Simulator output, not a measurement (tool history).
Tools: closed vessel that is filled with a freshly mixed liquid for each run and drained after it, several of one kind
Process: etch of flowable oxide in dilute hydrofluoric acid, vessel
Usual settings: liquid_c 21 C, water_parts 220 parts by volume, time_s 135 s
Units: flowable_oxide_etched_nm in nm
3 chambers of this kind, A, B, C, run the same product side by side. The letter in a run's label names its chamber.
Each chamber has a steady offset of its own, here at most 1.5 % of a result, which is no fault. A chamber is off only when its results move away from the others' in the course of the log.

| run | day | liquid_c | water_parts | time_s | hours since the thermometer was replaced | hours since the hydrofluoric acid flow meter was replaced | read-back film thickness of the flowable oxide reference wafer, read on the same gauge (nm) | flowable_oxide_etched_nm |
|---|---|---|---|---|---|---|---|---|
| 1A | 0.221 | 21 | 220 | 135 | 624.5 | 1124.6 | 60.024 | 18.381 |
| 2C | 0.517 | 21 | 220 | 135 | 89.3 | 763.4 | 59.976 | 18.414 |
| 3B | 0.704 | 21 | 220 | 135 | 493 | 212.1 | 60.031 | 18.44 |
|  | 0.896 | chamber A: thermometer replaced |
| 4C | 0.971 | 21 | 220 | 135 | 100.2 | 774.3 | 60.03 | 18.508 |
|  | 1.042 | chamber C: hydrofluoric acid flow meter replaced |
| 5A | 1.258 | 21 | 220 | 135 | 8.7 | 1149.5 | 60.019 | 18.501 |
| 6B | 1.546 | 21 | 220 | 135 | 513.2 | 232.3 | 60.013 | 18.247 |
| 7A | 1.821 | 21 | 220 | 135 | 22.2 | 1163 | 59.999 | 18.523 |
| 8C | 2.121 | 21 | 220 | 135 | 127.8 | 25.9 | 59.981 | 18.453 |
| 9B | 2.438 | 21 | 220 | 135 | 534.6 | 253.7 | 59.991 | 18.295 |
| 10A | 2.762 | 23.5 | 315 | 135 | 44.8 | 1185.6 | 59.977 | 12.917 |
| 11C | 2.962 | 23.5 | 315 | 135 | 148 | 46.1 | 59.945 | 12.889 |
| 12B | 3.296 | 23.5 | 315 | 135 | 555.2 | 274.3 | 59.967 | 12.677 |
| 13A | 3.583 | 21 | 220 | 135 | 64.5 | 1205.3 | 60.029 | 18.578 |
| 14C | 3.862 | 21 | 220 | 135 | 169.6 | 67.7 | 60.034 | 18.368 |
| 15B | 4.175 | 21 | 220 | 135 | 576.3 | 295.4 | 59.962 | 18.227 |
| 16B | 4.496 | 21 | 220 | 135 | 584 | 303.1 | 59.995 | 18.354 |
| 17C | 4.779 | 21 | 220 | 135 | 191.6 | 89.7 | 59.962 | 18.47 |
| 18A | 5.146 | 21 | 220 | 135 | 102 | 1242.8 | 60.013 | 18.454 |
| 19C | 5.508 | 21 | 220 | 135 | 209.1 | 107.2 | 59.962 | 18.401 |
| 20A | 5.858 | 21 | 220 | 135 | 119.1 | 1259.9 | 59.993 | 18.412 |
| 21B | 6.238 | 21 | 220 | 135 | 625.8 | 344.9 | 60.061 | 18.114 |
| 22A | 6.438 | 21 | 220 | 135 | 133 | 1273.8 | 59.982 | 18.521 |
| 23B | 6.642 | 21 | 220 | 135 | 635.5 | 354.6 | 60.011 | 18.093 |
| 24C | 7.012 | 21 | 220 | 180 | 245.2 | 143.3 | 60.001 | 24.625 |
| 25A | 7.4 | 21 | 220 | 180 | 156.1 | 1296.9 | 59.982 | 24.795 |
| 26B | 7.796 | 21 | 220 | 180 | 663.2 | 382.3 | 60.012 | 24.003 |
| 27C | 8.088 | 21 | 220 | 135 | 271 | 169.1 | 60.002 | 18.41 |
| 28A | 8.3 | 21 | 220 | 135 | 177.7 | 1318.5 | 60.005 | 18.503 |
| 29B | 8.496 | 21 | 220 | 135 | 680 | 399.1 | 59.982 | 18.042 |
| 30C | 8.825 | 21 | 220 | 135 | 288.7 | 186.8 | 60.003 | 18.341 |
| 31A | 9.192 | 21 | 220 | 135 | 199.1 | 1339.9 | 59.983 | 18.525 |
| 32C | 9.442 | 21 | 220 | 135 | 303.5 | 201.6 | 60.008 | 18.481 |
| 33B | 9.825 | 21 | 220 | 135 | 711.9 | 431 | 59.995 | 17.866 |
| 34C | 10.171 | 21 | 220 | 135 | 321 | 219.1 | 60.05 | 18.328 |
| 35B | 10.504 | 21 | 220 | 135 | 728.2 | 447.3 | 59.99 | 17.875 |
| 36A | 10.804 | 21 | 220 | 135 | 237.8 | 1378.6 | 59.972 | 18.402 |
| 37B | 11.171 | 21 | 220 | 135 | 744.2 | 463.3 | 60.035 | 17.815 |

Is one chamber off against the others, does the gauge drift, or is nothing wrong? If a chamber is off, say which, and what the likeliest cause is.

Chamber B drifts away from the others.
Cause: liquid colder than its thermometer reads (K) = 0.839.
The log may not tell that from: hydrofluoric acid flow below the setpoint (%).

Here are 4 candidates for chamber B's next run, each the usual settings with a change, their results left as question marks. Which one brings its results back in line with what the others give on the usual settings?
In line means no further than this from the other chambers' mean on the usual settings: flowable_oxide_etched_nm 0.34 nm
| 38B-1 | 11.467 | 21 | 235 | 135 |  |  |  | ? |
| 38B-2 | 11.467 | 21 | 220 | 130 |  |  |  | ? |
| 38B-3 | 11.467 | 21 | 220 | 140 |  |  |  | ? |
| 38B-4 | 11.467 | 21 | 220 | 145 |  |  |  | ? |

The other chambers' mean on the usual settings: flowable_oxide_etched_nm 18.478 nm
| run | flowable_oxide_etched_nm |
|---|---|
| 38B-1 | 16.357 |
| 38B-2 | 17.085 |
| 38B-3 | 18.399 |
| 38B-4 | 19.056 |
38B-3 brings the chamber back in line.

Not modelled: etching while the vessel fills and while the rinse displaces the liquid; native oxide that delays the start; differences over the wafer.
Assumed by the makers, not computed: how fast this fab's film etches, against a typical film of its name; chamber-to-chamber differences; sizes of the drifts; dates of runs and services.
